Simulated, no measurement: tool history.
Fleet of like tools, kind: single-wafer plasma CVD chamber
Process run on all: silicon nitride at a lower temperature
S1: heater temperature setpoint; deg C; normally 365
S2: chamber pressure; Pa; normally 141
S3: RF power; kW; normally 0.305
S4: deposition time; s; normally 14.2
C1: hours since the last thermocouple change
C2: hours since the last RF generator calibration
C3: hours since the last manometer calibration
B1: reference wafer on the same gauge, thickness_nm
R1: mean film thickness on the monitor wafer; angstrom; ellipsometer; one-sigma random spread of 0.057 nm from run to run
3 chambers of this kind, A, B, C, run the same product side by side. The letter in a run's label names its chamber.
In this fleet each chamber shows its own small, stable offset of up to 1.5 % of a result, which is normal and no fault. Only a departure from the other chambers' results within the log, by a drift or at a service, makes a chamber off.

{"run": "1C", "day": 0.304, "S1": 365, "S2": 141, "S3": 0.305, "S4": 14.2, "C1": 930.3, "C2": 1878.4, "C3": 2932.4, "B1": 17.514, "R1": 150.19}
{"run": "2B", "day": 0.546, "S1": 365, "S2": 141, "S3": 0.305, "S4": 14.2, "C1": 525.0, "C2": 1504.2, "C3": 543.2, "B1": 17.491, "R1": 147.72}
{"run": "3A", "day": 0.942, "S1": 365, "S2": 141, "S3": 0.305, "S4": 14.2, "C1": 582.7, "C2": 833.9, "C3": 34.4, "B1": 17.515, "R1": 148.79}
{"day": 1.096, "done": "chamber A: RF generator calibrated"}
{"run": "4C", "day": 1.292, "S1": 365, "S2": 141, "S3": 0.305, "S4": 14.2, "C1": 954.0, "C2": 1902.1, "C3": 2956.1, "B1": 17.484, "R1": 150.6}
{"run": "5A", "day": 1.508, "S1": 365, "S2": 141, "S3": 0.305, "S4": 14.2, "C1": 596.3, "C2": 9.9, "C3": 48.0, "B1": 17.504, "R1": 149.94}
{"run": "6B", "day": 1.833, "S1": 365, "S2": 107, "S3": 0.305, "S4": 16.0, "C1": 555.9, "C2": 1535.1, "C3": 574.1, "B1": 17.503, "R1": 151.36}
{"run": "7C", "day": 2.179, "S1": 365, "S2": 107, "S3": 0.305, "S4": 16.0, "C1": 975.3, "C2": 1923.4, "C3": 2977.4, "B1": 17.492, "R1": 154.36}
{"run": "8A", "day": 2.546, "S1": 365, "S2": 107, "S3": 0.305, "S4": 16.0, "C1": 621.2, "C2": 34.8, "C3": 72.9, "B1": 17.499, "R1": 152.4}
{"run": "9B", "day": 2.962, "S1": 365, "S2": 141, "S3": 0.305, "S4": 14.2, "C1": 583.0, "C2": 1562.2, "C3": 601.2, "B1": 17.501, "R1": 148.08}
{"run": "10B", "day": 3.171, "S1": 365, "S2": 141, "S3": 0.305, "S4": 14.2, "C1": 588.0, "C2": 1567.2, "C3": 606.2, "B1": 17.483, "R1": 148.78}
{"run": "11A", "day": 3.538, "S1": 356, "S2": 141, "S3": 0.355, "S4": 14.2, "C1": 645.0, "C2": 58.6, "C3": 96.7, "B1": 17.497, "R1": 164.06}
{"run": "12C", "day": 3.771, "S1": 356, "S2": 141, "S3": 0.355, "S4": 14.2, "C1": 1013.5, "C2": 1961.6, "C3": 3015.6, "B1": 17.481, "R1": 165.78}
{"run": "13B", "day": 4.046, "S1": 356, "S2": 141, "S3": 0.355, "S4": 14.2, "C1": 609.0, "C2": 1588.2, "C3": 627.2, "B1": 17.517, "R1": 164.36}
{"run": "14C", "day": 4.271, "S1": 365, "S2": 141, "S3": 0.305, "S4": 14.2, "C1": 1025.5, "C2": 1973.6, "C3": 3027.6, "B1": 17.476, "R1": 150.0}
{"run": "15A", "day": 4.488, "S1": 365, "S2": 141, "S3": 0.305, "S4": 14.2, "C1": 667.8, "C2": 81.4, "C3": 119.5, "B1": 17.491, "R1": 148.93}
{"run": "16C", "day": 4.821, "S1": 365, "S2": 141, "S3": 0.305, "S4": 14.2, "C1": 1038.7, "C2": 1986.8, "C3": 3040.8, "B1": 17.492, "R1": 150.83}
{"day": 4.962, "done": "chamber C: capacitance manometer re-zeroed and calibrated"}
{"run": "17A", "day": 5.154, "S1": 365, "S2": 141, "S3": 0.305, "S4": 14.2, "C1": 683.8, "C2": 97.4, "C3": 135.5, "B1": 17.502, "R1": 148.83}
{"run": "18B", "day": 5.583, "S1": 365, "S2": 141, "S3": 0.305, "S4": 14.2, "C1": 645.9, "C2": 1625.1, "C3": 664.1, "B1": 17.501, "R1": 148.14}
{"run": "19A", "day": 5.938, "S1": 365, "S2": 111, "S3": 0.305, "S4": 15.5, "C1": 702.6, "C2": 116.2, "C3": 154.3, "B1": 17.499, "R1": 150.65}
{"run": "20C", "day": 6.15, "S1": 365, "S2": 111, "S3": 0.305, "S4": 15.5, "C1": 1070.6, "C2": 2018.7, "C3": 28.5, "B1": 17.495, "R1": 154.15}
{"run": "21B", "day": 6.421, "S1": 365, "S2": 111, "S3": 0.305, "S4": 15.5, "C1": 666.0, "C2": 1645.2, "C3": 684.2, "B1": 17.502, "R1": 148.82}
{"run": "22A", "day": 6.829, "S1": 365, "S2": 141, "S3": 0.305, "S4": 14.2, "C1": 724.0, "C2": 137.6, "C3": 175.7, "B1": 17.515, "R1": 149.35}
{"run": "23B", "day": 7.142, "S1": 365, "S2": 141, "S3": 0.305, "S4": 14.2, "C1": 683.3, "C2": 1662.5, "C3": 701.5, "B1": 17.513, "R1": 147.62}
{"run": "24C", "day": 7.404, "S1": 365, "S2": 141, "S3": 0.305, "S4": 14.2, "C1": 1100.7, "C2": 2048.8, "C3": 58.6, "B1": 17.504, "R1": 154.18}
{"run": "25C", "day": 7.646, "S1": 365, "S2": 141, "S3": 0.305, "S4": 14.2, "C1": 1106.5, "C2": 2054.6, "C3": 64.4, "B1": 17.492, "R1": 152.59}
{"run": "26B", "day": 7.883, "S1": 351, "S2": 141, "S3": 0.305, "S4": 16.6, "C1": 701.1, "C2": 1680.3, "C3": 719.3, "B1": 17.514, "R1": 171.85}
{"run": "27A", "day": 8.138, "S1": 351, "S2": 141, "S3": 0.305, "S4": 16.6, "C1": 755.4, "C2": 169.0, "C3": 207.1, "B1": 17.501, "R1": 176.44}
{"run": "28C", "day": 8.371, "S1": 351, "S2": 141, "S3": 0.305, "S4": 16.6, "C1": 1123.9, "C2": 2072.0, "C3": 81.8, "B1": 17.497, "R1": 180.04}
{"run": "29B", "day": 8.792, "S1": 365, "S2": 141, "S3": 0.305, "S4": 14.2, "C1": 722.9, "C2": 1702.1, "C3": 741.1, "B1": 17.499, "R1": 147.96}
{"run": "30A", "day": 9.146, "S1": 365, "S2": 141, "S3": 0.305, "S4": 14.2, "C1": 779.6, "C2": 193.2, "C3": 231.3, "B1": 17.515, "R1": 148.56}
{"run": "31B", "day": 9.383, "S1": 365, "S2": 141, "S3": 0.305, "S4": 14.2, "C1": 737.1, "C2": 1716.3, "C3": 755.3, "B1": 17.509, "R1": 147.45}

Each of the 3 chambers runs these same settings next. Fill in every chamber's results:
{"run": "32A", "day": 9.7, "S1": 365, "S2": 141, "S3": 0.305, "S4": 14.2, "R1": "?"}
{"run": "32B", "day": 9.7, "S1": 365, "S2": 141, "S3": 0.305, "S4": 14.2, "R1": "?"}
{"run": "32C", "day": 9.7, "S1": 365, "S2": 141, "S3": 0.305, "S4": 14.2, "R1": "?"}

run=32A R1=149.59
run=32B R1=147.93
run=32C R1=153.81
